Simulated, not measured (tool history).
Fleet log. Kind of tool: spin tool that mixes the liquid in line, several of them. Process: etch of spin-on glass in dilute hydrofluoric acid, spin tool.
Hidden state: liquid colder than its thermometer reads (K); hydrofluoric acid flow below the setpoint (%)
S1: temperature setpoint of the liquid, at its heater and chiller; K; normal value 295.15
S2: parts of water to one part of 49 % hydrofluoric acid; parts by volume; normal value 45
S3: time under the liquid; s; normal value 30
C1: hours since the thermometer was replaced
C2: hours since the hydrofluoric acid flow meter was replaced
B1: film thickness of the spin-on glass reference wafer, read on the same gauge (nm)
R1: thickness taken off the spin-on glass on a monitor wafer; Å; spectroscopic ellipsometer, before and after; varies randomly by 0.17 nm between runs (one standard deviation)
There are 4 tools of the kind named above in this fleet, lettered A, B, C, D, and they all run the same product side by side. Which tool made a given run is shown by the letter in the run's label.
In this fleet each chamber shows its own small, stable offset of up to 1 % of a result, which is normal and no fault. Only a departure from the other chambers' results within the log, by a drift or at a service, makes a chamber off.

{"run": "1A", "hour": 4.6, "S1": 295.15, "S2": 45, "S3": 30, "C1": 8.8, "C2": 1660.7, "B1": 109.99, "R1": 174.95}
{"run": "2C", "hour": 8.1, "S1": 295.15, "S2": 45, "S3": 30, "C1": 713.2, "C2": 1564.8, "B1": 109.99, "R1": 169.47}
{"run": "3D", "hour": 13.0, "S1": 295.15, "S2": 45, "S3": 30, "C1": 869.5, "C2": 504.3, "B1": 109.99, "R1": 167.6}
{"run": "4B", "hour": 16.8, "S1": 295.15, "S2": 45, "S3": 30, "C1": 226.5, "C2": 534.7, "B1": 110.01, "R1": 172.91}
{"run": "5C", "hour": 21.8, "S1": 295.15, "S2": 45, "S3": 50, "C1": 726.9, "C2": 1578.5, "B1": 110, "R1": 282.78}
{"run": "6D", "hour": 26.7, "S1": 295.15, "S2": 45, "S3": 50, "C1": 883.2, "C2": 518, "B1": 109.99, "R1": 278.51}
{"run": "7B", "hour": 29.3, "S1": 295.15, "S2": 45, "S3": 50, "C1": 239, "C2": 547.2, "B1": 110.01, "R1": 283.18}
{"run": "8A", "hour": 32.6, "S1": 295.15, "S2": 45, "S3": 50, "C1": 36.8, "C2": 1688.7, "B1": 110, "R1": 288.99}
{"run": "9C", "hour": 35.7, "S1": 295.15, "S2": 45, "S3": 30, "C1": 740.8, "C2": 1592.4, "B1": 109.99, "R1": 169.49}
{"run": "10D", "hour": 39.7, "S1": 295.15, "S2": 45, "S3": 30, "C1": 896.2, "C2": 531, "B1": 110, "R1": 168.62}
{"run": "11A", "hour": 43.2, "S1": 295.15, "S2": 45, "S3": 30, "C1": 47.4, "C2": 1699.3, "B1": 109.99, "R1": 170.5}
{"run": "12B", "hour": 47.9, "S1": 295.15, "S2": 45, "S3": 30, "C1": 257.6, "C2": 565.8, "B1": 109.99, "R1": 171.93}
{"run": "13A", "hour": 52.7, "S1": 295.15, "S2": 45, "S3": 30, "C1": 56.9, "C2": 1708.8, "B1": 110, "R1": 169.62}
{"run": "14B", "hour": 56.0, "S1": 293.15, "S2": 30, "S3": 30, "C1": 265.7, "C2": 573.9, "B1": 110.02, "R1": 244.49}
{"run": "15D", "hour": 59.5, "S1": 293.15, "S2": 30, "S3": 30, "C1": 916, "C2": 550.8, "B1": 109.99, "R1": 239.4}
{"run": "16C", "hour": 63.1, "S1": 293.15, "S2": 30, "S3": 30, "C1": 768.2, "C2": 1619.8, "B1": 110.02, "R1": 238.77}
{"run": "17B", "hour": 66.3, "S1": 293.15, "S2": 30, "S3": 30, "C1": 276, "C2": 584.2, "B1": 109.99, "R1": 239.97}
{"run": "18C", "hour": 70.7, "S1": 295.15, "S2": 45, "S3": 30, "C1": 775.8, "C2": 1627.4, "B1": 109.98, "R1": 171.75}
{"run": "19A", "hour": 73.8, "S1": 295.15, "S2": 45, "S3": 30, "C1": 78, "C2": 1729.9, "B1": 110, "R1": 169.77}
{"run": "20D", "hour": 78.5, "S1": 295.15, "S2": 45, "S3": 30, "C1": 935, "C2": 569.8, "B1": 110, "R1": 168.93}
{"run": "21D", "hour": 82.4, "S1": 295.15, "S2": 45, "S3": 30, "C1": 938.9, "C2": 573.7, "B1": 109.99, "R1": 168.08}
{"run": "22B", "hour": 86.9, "S1": 295.15, "S2": 45, "S3": 30, "C1": 296.6, "C2": 604.8, "B1": 110, "R1": 168.45}
{"run": "23C", "hour": 91.8, "S1": 295.15, "S2": 45, "S3": 30, "C1": 796.9, "C2": 1648.5, "B1": 109.99, "R1": 174.91}
{"run": "24A", "hour": 95.5, "S1": 295.15, "S2": 45, "S3": 30, "C1": 99.7, "C2": 1751.6, "B1": 109.99, "R1": 170.39}
{"run": "25B", "hour": 98.5, "S1": 295.15, "S2": 45, "S3": 30, "C1": 308.2, "C2": 616.4, "B1": 110.01, "R1": 175}
{"run": "26A", "hour": 101.0, "S1": 291.65, "S2": 45, "S3": 30, "C1": 105.2, "C2": 1757.1, "B1": 109.99, "R1": 148.62}
{"run": "27D", "hour": 105.4, "S1": 291.65, "S2": 45, "S3": 30, "C1": 961.9, "C2": 596.7, "B1": 110, "R1": 143.16}
{"run": "28C", "hour": 110.2, "S1": 291.65, "S2": 45, "S3": 30, "C1": 815.3, "C2": 1666.9, "B1": 110, "R1": 147.83}
{"run": "29A", "hour": 115.2, "S1": 291.65, "S2": 45, "S3": 30, "C1": 119.4, "C2": 1771.3, "B1": 110, "R1": 148.24}
{"run": "30B", "hour": 119.8, "S1": 295.15, "S2": 45, "S3": 20, "C1": 329.5, "C2": 637.7, "B1": 110, "R1": 113.83}
{"run": "31C", "hour": 122.3, "S1": 295.15, "S2": 45, "S3": 20, "C1": 827.4, "C2": 1679, "B1": 109.99, "R1": 114.69}
{"run": "32D", "hour": 125.9, "S1": 295.15, "S2": 45, "S3": 20, "C1": 982.4, "C2": 617.2, "B1": 110, "R1": 112.01}
{"run": "33D", "hour": 130.8, "S1": 295.15, "S2": 45, "S3": 20, "C1": 987.3, "C2": 622.1, "B1": 110.01, "R1": 114.18}
{"run": "34B", "hour": 134.7, "S1": 295.15, "S2": 45, "S3": 30, "C1": 344.4, "C2": 652.6, "B1": 110, "R1": 172.81}
{"run": "35C", "hour": 138.0, "S1": 295.15, "S2": 45, "S3": 30, "C1": 843.1, "C2": 1694.7, "B1": 109.99, "R1": 168.13}
{"run": "36A", "hour": 140.2, "S1": 295.15, "S2": 45, "S3": 30, "C1": 144.4, "C2": 1796.3, "B1": 110.01, "R1": 168.1}
{"run": "37D", "hour": 143.9, "S1": 295.15, "S2": 45, "S3": 30, "C1": 1000.4, "C2": 635.2, "B1": 110, "R1": 169.18}
{"run": "38C", "hour": 148.8, "S1": 295.15, "S2": 45, "S3": 30, "C1": 853.9, "C2": 1705.5, "B1": 110, "R1": 172.39}
{"run": "39A", "hour": 153.4, "S1": 295.15, "S2": 45, "S3": 45, "C1": 157.6, "C2": 1809.5, "B1": 110, "R1": 258.75}
{"run": "40B", "hour": 157.5, "S1": 295.15, "S2": 45, "S3": 45, "C1": 367.2, "C2": 675.4, "B1": 110, "R1": 255.69}
{"run": "41B", "hour": 159.8, "S1": 295.15, "S2": 45, "S3": 45, "C1": 369.5, "C2": 677.7, "B1": 109.98, "R1": 262.73}
{"run": "42A", "hour": 162.9, "S1": 295.15, "S2": 45, "S3": 45, "C1": 167.1, "C2": 1819, "B1": 110, "R1": 259.9}

One chamber off, gauge drift, or nothing amiss beyond the chambers' own small offsets? If it is a chamber, which one, and what is the likeliest cause?

Beyond each chamber's small constant offset nothing stands out, and the gauge stays steady.

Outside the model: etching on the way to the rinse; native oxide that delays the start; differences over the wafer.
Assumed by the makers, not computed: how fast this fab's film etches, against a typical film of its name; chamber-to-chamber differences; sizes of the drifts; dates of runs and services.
